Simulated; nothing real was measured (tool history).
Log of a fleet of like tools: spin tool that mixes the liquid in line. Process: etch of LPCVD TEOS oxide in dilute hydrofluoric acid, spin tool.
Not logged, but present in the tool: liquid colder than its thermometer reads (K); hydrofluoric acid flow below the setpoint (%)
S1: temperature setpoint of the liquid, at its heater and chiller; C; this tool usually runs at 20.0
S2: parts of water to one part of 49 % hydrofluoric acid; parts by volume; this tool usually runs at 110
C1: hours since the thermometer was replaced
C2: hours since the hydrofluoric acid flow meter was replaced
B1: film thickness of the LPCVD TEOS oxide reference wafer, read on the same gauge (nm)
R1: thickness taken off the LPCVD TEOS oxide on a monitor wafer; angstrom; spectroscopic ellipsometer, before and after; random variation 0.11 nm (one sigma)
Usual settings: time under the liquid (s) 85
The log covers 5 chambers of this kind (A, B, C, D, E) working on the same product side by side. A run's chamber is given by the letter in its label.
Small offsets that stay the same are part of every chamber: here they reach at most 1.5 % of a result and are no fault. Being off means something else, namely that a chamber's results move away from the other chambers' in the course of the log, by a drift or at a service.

At hour 10.2: chamber D: thermometer replaced.
Run 1B, hour 12.0: usual settings; C1 2388.9; C2 685.2; B1 109.98. Result: R1 208.97 angstrom.
Run 2E, hour 27.3: usual settings; C1 1467.8; C2 591.2; B1 110.05. Result: R1 209.63 angstrom.
Run 3D, hour 34.8: usual settings; C1 24.6; C2 892.6; B1 110.04. Result: R1 208.31 angstrom.
At hour 36.8: chamber E: thermometer replaced.
Run 4A, hour 41.9: usual settings; C1 65.2; C2 612.8; B1 110.02. Result: R1 207.37 angstrom.
Run 5C, hour 51.8: usual settings but time under the liquid (s) 50; C1 1951.3; C2 334.0; B1 110.00. Result: R1 122.51 angstrom.
Run 6A, hour 61.5: usual settings but time under the liquid (s) 50; C1 84.8; C2 632.4; B1 109.96. Result: R1 122.49 angstrom.
Run 7C, hour 72.9: usual settings but time under the liquid (s) 50; C1 1972.4; C2 355.1; B1 110.05. Result: R1 123.65 angstrom.
Run 8E, hour 86.4: usual settings but time under the liquid (s) 50; C1 49.7; C2 650.3; B1 109.99. Result: R1 123.86 angstrom.
Run 9D, hour 94.3: usual settings but time under the liquid (s) 50; C1 84.1; C2 952.1; B1 109.97. Result: R1 122.00 angstrom.
Run 10B, hour 108.5: usual settings; C1 2485.4; C2 781.7; B1 110.04. Result: R1 211.32 angstrom.
At hour 116.6: chamber C: hydrofluoric acid flow meter replaced.
Run 11A, hour 116.8: usual settings; C1 140.1; C2 687.7; B1 110.03. Result: R1 206.17 angstrom.
Run 12B, hour 126.8: usual settings; C1 2503.7; C2 800.0; B1 110.02. Result: R1 208.53 angstrom.
Run 13D, hour 134.6: usual settings; C1 124.4; C2 992.4; B1 109.99. Result: R1 206.59 angstrom.
Run 14C, hour 147.3: usual settings; C1 2046.8; C2 30.8; B1 110.00. Result: R1 209.72 angstrom.
Run 15E, hour 161.4: usual settings; C1 124.7; C2 725.3; B1 109.96. Result: R1 211.23 angstrom.
Run 16D, hour 175.5: usual settings; C1 165.3; C2 1033.3; B1 110.00. Result: R1 207.89 angstrom.
At hour 188.0: chamber B: thermometer replaced.
Run 17C, hour 188.5: usual settings; C1 2088.0; C2 72.0; B1 110.00. Result: R1 207.81 angstrom.
Run 18B, hour 199.2: usual settings but S1 21.5 C, time under the liquid (s) 125; C1 11.3; C2 872.4; B1 110.02. Result: R1 332.15 angstrom.
Run 19E, hour 209.0: usual settings but S1 21.5 C, time under the liquid (s) 125; C1 172.3; C2 772.9; B1 109.97. Result: R1 327.99 angstrom.
Run 20A, hour 224.4: usual settings but S1 21.5 C, time under the liquid (s) 125; C1 247.7; C2 795.3; B1 109.96. Result: R1 322.96 angstrom.
Run 21E, hour 237.3: usual settings but S1 21.5 C, time under the liquid (s) 125; C1 200.6; C2 801.2; B1 110.01. Result: R1 328.37 angstrom.
Run 22D, hour 252.0: usual settings but S1 21.5 C, time under the liquid (s) 125; C1 241.8; C2 1109.8; B1 109.98. Result: R1 323.54 angstrom.
Run 23A, hour 259.7: usual settings; C1 283.0; C2 830.6; B1 109.94. Result: R1 205.12 angstrom.
Run 24B, hour 268.3: usual settings; C1 80.4; C2 941.5; B1 110.05. Result: R1 209.93 angstrom.
Run 25C, hour 277.3: usual settings; C1 2176.8; C2 160.8; B1 110.00. Result: R1 202.95 angstrom.
Run 26E, hour 287.9: usual settings but S1 17.0 C; C1 251.2; C2 851.8; B1 110.03. Result: R1 184.27 angstrom.
Run 27D, hour 301.2: usual settings but S1 17.0 C; C1 291.0; C2 1159.0; B1 110.00. Result: R1 184.55 angstrom.
Run 28B, hour 309.5: usual settings but S1 17.0 C; C1 121.6; C2 982.7; B1 109.99. Result: R1 184.55 angstrom.
Run 29A, hour 321.3: usual settings but S1 17.0 C; C1 344.6; C2 892.2; B1 110.00. Result: R1 181.59 angstrom.
Run 30C, hour 330.1: usual settings but S1 17.0 C; C1 2229.6; C2 213.6; B1 110.05. Result: R1 176.61 angstrom.
Run 31D, hour 345.6: usual settings; C1 335.4; C2 1203.4; B1 109.99. Result: R1 207.81 angstrom.
Run 32A, hour 358.7: usual settings; C1 382.0; C2 929.6; B1 110.04. Result: R1 206.37 angstrom.
Run 33C, hour 367.6: usual settings; C1 2267.1; C2 251.1; B1 110.01. Result: R1 200.18 angstrom.
Run 34B, hour 376.0: usual settings; C1 188.1; C2 1049.2; B1 109.98. Result: R1 209.21 angstrom.
Run 35E, hour 384.5: usual settings; C1 347.8; C2 948.4; B1 110.04. Result: R1 210.73 angstrom.
Run 36B, hour 399.5: usual settings; C1 211.6; C2 1072.7; B1 110.03. Result: R1 210.41 angstrom.
Run 37D, hour 410.3: usual settings; C1 400.1; C2 1268.1; B1 110.00. Result: R1 205.59 angstrom.

One chamber off, gauge drift, or nothing amiss beyond the chambers' own small offsets? If it is a chamber, which one, and what is the likeliest cause?

Chamber C drifts away from the others.
Cause: liquid colder than its thermometer reads (K) = 1.59.
Not necessarily distinguishable in this log from: hydrofluoric acid flow below the setpoint (%).

Which of the 4 candidates below, each the usual settings with something changed and its results left as question marks, puts chamber C back in line with what the other chambers give on the usual settings?
In line here means within this much of the mean the other chambers give on the usual settings: R1 3.70 angstrom
Run 38C-1, hour 421.5: usual settings but time under the liquid (s) 75. Result: R1 ?.
Run 38C-2, hour 421.5: usual settings but S1 20.5 C, time under the liquid (s) 95. Result: R1 ?.
Run 38C-3, hour 421.5: usual settings but S1 21.5 C. Result: R1 ?.
Run 38C-4, hour 421.5: usual settings but time under the liquid (s) 80. Result: R1 ?.

Usual-settings mean across the other chambers: R1 208.34 angstrom
  run      R1
38C-1  172.70
38C-2  223.41
38C-3  208.35
38C-4  184.21
38C-3 is the one that brings the chamber's results back in line with the other chambers.

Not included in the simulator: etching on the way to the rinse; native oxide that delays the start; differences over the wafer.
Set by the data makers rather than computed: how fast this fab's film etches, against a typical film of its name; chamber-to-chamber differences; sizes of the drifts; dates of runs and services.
